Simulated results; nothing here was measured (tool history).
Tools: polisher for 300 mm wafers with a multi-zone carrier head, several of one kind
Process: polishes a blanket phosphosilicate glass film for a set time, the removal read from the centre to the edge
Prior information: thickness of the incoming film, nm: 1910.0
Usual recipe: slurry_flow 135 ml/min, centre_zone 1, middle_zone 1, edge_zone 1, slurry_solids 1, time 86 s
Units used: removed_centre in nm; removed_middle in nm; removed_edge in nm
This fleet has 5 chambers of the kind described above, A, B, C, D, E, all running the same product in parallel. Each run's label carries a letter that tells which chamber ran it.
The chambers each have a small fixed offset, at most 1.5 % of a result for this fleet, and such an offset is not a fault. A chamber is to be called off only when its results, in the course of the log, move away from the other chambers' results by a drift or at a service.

run,hour,slurry_flow,centre_zone,middle_zone,edge_zone,slurry_solids,time,wafers polished on this pad,hours since the slurry nozzle was cleaned,hours since the centre zone pressure was calibrated,hours since the edge zone pressure was calibrated,removed_centre,removed_middle,removed_edge
# hour 2.3: chamber A: worn pad replaced by a new one
1E,7.6,135,1,1,1,1,86,435,131.9,308.4,312.2,486.82,500.11,492.11
2B,12.9,135,1,1,1,1,86,587,457.6,72.8,163.6,490.76,485.61,490.78
# hour 13: chamber C: worn pad replaced by a new one
3A,19.5,135,1,1,1,1,86,204,119.1,303,199.7,493.73,481.52,490.23
# hour 24.7: chamber E: worn pad replaced by a new one
4C,26.8,135,1,1,1,1,86,163,719.5,61.2,267,493.08,491.37,494.36
5D,34.4,135,1,1,1,1,86,657,243.9,498.8,586.7,492.11,481.94,483.97
# hour 38.5: chamber B: worn pad replaced by a new one
6D,40,135,1.1,1,1,1,86,724,249.5,504.4,592.3,551.43,489.19,487.37
7B,46.1,135,1.1,1,1,1,86,90,490.8,106,196.8,542.82,494.76,490.1
8E,51.9,135,1.1,1,1,1,86,321,176.2,352.7,356.5,539.8,488.82,483.19
9A,57.7,135,1.1,1,1,1,86,655,157.3,341.2,237.9,542.96,492.33,489.58
10C,61.1,135,1.1,1,1,1,86,568,753.8,95.5,301.3,549.06,488.01,487.56
# hour 63.6: chamber C: worn pad replaced by a new one
11B,65.1,135,1,1,1,1,86,315,509.8,125,215.8,482.64,506.79,492.42
12A,68.8,135,1,1,1,1,86,786,168.4,352.3,249,492.58,491.13,486.25
# hour 68.9: chamber D: worn pad replaced by a new one
# hour 70.3: chamber E: worn pad replaced by a new one
13C,75.2,135,0.9,1.08,1,1,86,137,767.9,109.6,315.4,440.29,518.36,495.05
14D,80.9,135,0.9,1.08,1,1,86,141,290.4,545.3,633.2,447.9,542.73,493.06
15E,87.2,135,0.9,1.08,1,1,86,200,211.5,388,391.8,429.08,517.32,483.37
# hour 91.6: chamber A: worn pad replaced by a new one
16B,94,135,0.9,1.08,1,1,86,656,538.7,153.9,244.7,439.36,541.81,491.43
17D,99,135,0.9,1.08,1,1,86,355,308.5,563.4,651.3,443.99,515.86,493.64
18A,105.5,135,1,1,1,1,86,164,205.1,389,285.7,494.03,492.03,488.36
19C,111.2,135,1,1,1,1,86,562,803.9,145.6,351.4,495.57,487.74,497.44
# hour 114.3: chamber B: worn pad replaced by a new one
20E,118.2,135,1,1,1,1,86,566,242.5,419,422.8,467.77,477.23,472.83
# hour 121.8: chamber D: centre zone pressure recalibrated
# hour 122.7: chamber C: worn pad replaced by a new one
21D,125.1,135,1,1,1,1,86,663,334.6,3.4,677.4,498.35,490.33,495.12
# hour 127.3: chamber E: worn pad replaced by a new one
22C,131.7,135,1,1,1,1,86,106,824.4,166.1,371.9,498.02,494.44,490.22
23A,135.6,135,1,1,1,1,86,520,235.2,419.1,315.8,486.72,493.22,497.89
24E,139.1,135,1,1,1,1,86,139,263.4,439.9,443.7,458.25,463.83,471.19
25B,143.6,135,1,1,1,1,86,347,588.3,203.5,294.3,489.94,504.86,498.28
26D,148.9,135,1,1,1,1,86,944,358.4,27.2,701.2,493.3,485.42,492
# hour 149.2: chamber A: centre zone pressure recalibrated
# hour 151.2: chamber D: worn pad replaced by a new one
27B,154.8,135,1,1,1,1,86,479,599.5,214.7,305.5,494.59,489.82,487.58
28C,159.2,135,1,1,1,1,86,431,851.9,193.6,399.4,489.59,492.83,492.32
29E,164.3,135,1,1,1,1,86,437,288.6,465.1,468.9,456.82,458.13,472.62
30A,170.8,135,1,1.06,0.9,1,86,935,270.4,21.6,351,495.57,524.48,473.05
# hour 173.9: chamber C: slurry nozzle cleaned
31D,174.3,135,1,1.06,0.9,1,86,272,383.8,52.6,726.6,488.73,516.4,471.26
# hour 174.7: chamber E: worn pad replaced by a new one
# hour 174.8: chamber C: worn pad replaced by a new one
# hour 178.4: chamber B: worn pad replaced by a new one
32B,180.2,135,1,1.06,0.9,1,86,22,624.9,240.1,330.9,489.73,506.04,457.38
33A,184.6,135,1,1.06,0.9,1,86,1098,284.2,35.4,364.8,490.14,525.74,466.76
34E,191,135,1,1.06,0.9,1,86,193,315.3,491.8,495.6,445.34,473.82,438.09
35C,198.6,135,1,1,1,1,86,281,24.7,233,438.8,503.07,501.88,490.75
36B,203.3,135,1,1,1,1,86,295,648,263.2,354,483.73,486.52,488.71

Predict what each chamber gives when all 5 of them run the settings below next.
37A,208.9,135,1,1,1,1,86,,,,,?,?,?
37B,208.9,135,1,1,1,1,86,,,,,?,?,?
37C,208.9,135,1,1,1,1,86,,,,,?,?,?
37D,208.9,135,1,1,1,1,86,,,,,?,?,?
37E,208.9,135,1,1,1,1,86,,,,,?,?,?

run,removed_centre,removed_middle,removed_edge
37A,500.02,496.15,483.55
37B,490.84,493.9,493.68
37C,498.47,505.16,480.21
37D,494.66,486.8,480.66
37E,436.52,447.24,455.73
